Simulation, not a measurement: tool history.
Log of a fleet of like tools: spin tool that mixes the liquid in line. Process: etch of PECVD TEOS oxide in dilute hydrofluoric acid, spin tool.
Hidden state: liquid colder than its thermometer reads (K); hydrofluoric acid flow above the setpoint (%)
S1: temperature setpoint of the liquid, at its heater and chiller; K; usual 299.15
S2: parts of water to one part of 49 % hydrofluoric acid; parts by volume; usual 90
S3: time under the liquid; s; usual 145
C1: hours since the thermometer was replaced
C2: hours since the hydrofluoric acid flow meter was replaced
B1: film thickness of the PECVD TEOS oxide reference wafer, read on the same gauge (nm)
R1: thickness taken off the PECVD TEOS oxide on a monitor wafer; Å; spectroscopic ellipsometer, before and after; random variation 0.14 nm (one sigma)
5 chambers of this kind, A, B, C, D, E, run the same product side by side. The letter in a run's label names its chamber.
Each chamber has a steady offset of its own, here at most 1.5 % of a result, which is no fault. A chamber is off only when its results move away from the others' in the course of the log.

run   hour      S1   S2   S3      C1      C2      B1       R1
 1B    5.4  299.15   90  145  1222.4   141.7  80.002  148.210
 2E   12.3  299.15   90  145  2357.6  1724.1  79.993  150.860
 3D   17.7  299.15   90  145   634.5   353.7  80.018  150.870
 4A   24.5  299.15   90  145  1489.4  1546.0  79.980  147.870
 5C   29.6  299.15  130  220  1505.2   265.1  79.985  149.830
 6C   36.5  299.15  130  220  1512.1   272.0  79.953  151.260
 7D   39.7  299.15  130  220   656.5   375.7  79.949  152.390
 8B   43.2  299.15  130  220  1260.2   179.5  80.005  151.300
 9E   50.0  299.15  130  220  2395.3  1761.8  79.971  152.490
10A   56.9  299.15   90  145  1521.8  1578.4  80.025  146.860
11C   62.1  299.15   90  145  1537.7   297.6  80.012  151.130
12A   66.3  299.15   90  145  1531.2  1587.8  80.000  149.720
13E   69.5  299.15   90  145  2414.8  1781.3  79.965  152.500
14B   76.2  299.15   90  145  1293.2   212.5  80.005  151.850
15D   82.4  299.15   90  145   699.2   418.4  80.009  151.240
16B   89.2  299.15   90  145  1306.2   225.5  79.964  152.320
17A   94.7  302.15   90   65  1559.6  1616.2  79.973   73.812
18C   98.8  302.15   90   65  1574.4   334.3  80.006   75.232
19D  103.2  302.15   90   65   720.0   439.2  79.951   74.908
     105.4  -- chamber D: hydrofluoric acid flow meter replaced
20E  109.4  302.15   90   65  2454.7  1821.2  80.019   75.234
21C  112.6  302.15   90   65  1588.2   348.1  80.014   75.465
22D  116.4  299.15   90  145   733.2    11.1  80.005  148.540
23A  120.0  299.15   90  145  1584.9  1641.5  80.002  148.760
24B  124.7  299.15   90  145  1341.7   261.0  79.991  151.250
25E  128.3  299.15   90  145  2473.6  1840.1  80.041  151.340
26A  134.3  299.15   90  145  1599.2  1655.8  79.984  150.290
27B  140.8  299.15   90  145  1357.8   277.1  80.009  152.400
28E  147.4  299.15   90  145  2492.7  1859.2  79.985  150.580
29C  151.3  299.15   90  145  1626.9   386.8  80.024  150.760
     157.5  -- chamber E: hydrofluoric acid flow meter replaced
30D  157.7  299.15   90  145   774.5    52.4  79.942  146.330
31C  162.1  299.15   90  145  1637.7   397.6  80.052  149.020
32A  166.9  299.15   90  145  1631.8  1688.4  79.987  149.070
33D  170.1  299.15   90  145   786.9    64.8  80.028  146.860
34E  173.5  299.15   90  145  2518.8    16.0  80.016  147.580
35B  177.3  295.15   90  145  1394.3   313.6  80.026  129.230
36E  183.1  295.15   90  145  2528.4    25.6  80.017  128.760
37D  187.4  295.15   90  145   804.2    82.1  80.018  123.270
38A  191.8  295.15   90  145  1656.7  1713.3  79.996  126.960
39C  195.0  295.15   90  145  1670.6   430.5  80.008  127.960
40B  201.0  295.15   90   85  1418.0   337.3  80.002   75.750

All 5 chambers run these settings next. Forecast each chamber's results:
41A  206.0  302.65  90  145               ?
41B  206.0  302.65  90  145               ?
41C  206.0  302.65  90  145               ?
41D  206.0  302.65  90  145               ?
41E  206.0  302.65  90  145               ?

run       R1
41A  171.930
41B  172.420
41C  174.970
41D  163.490
41E  173.170
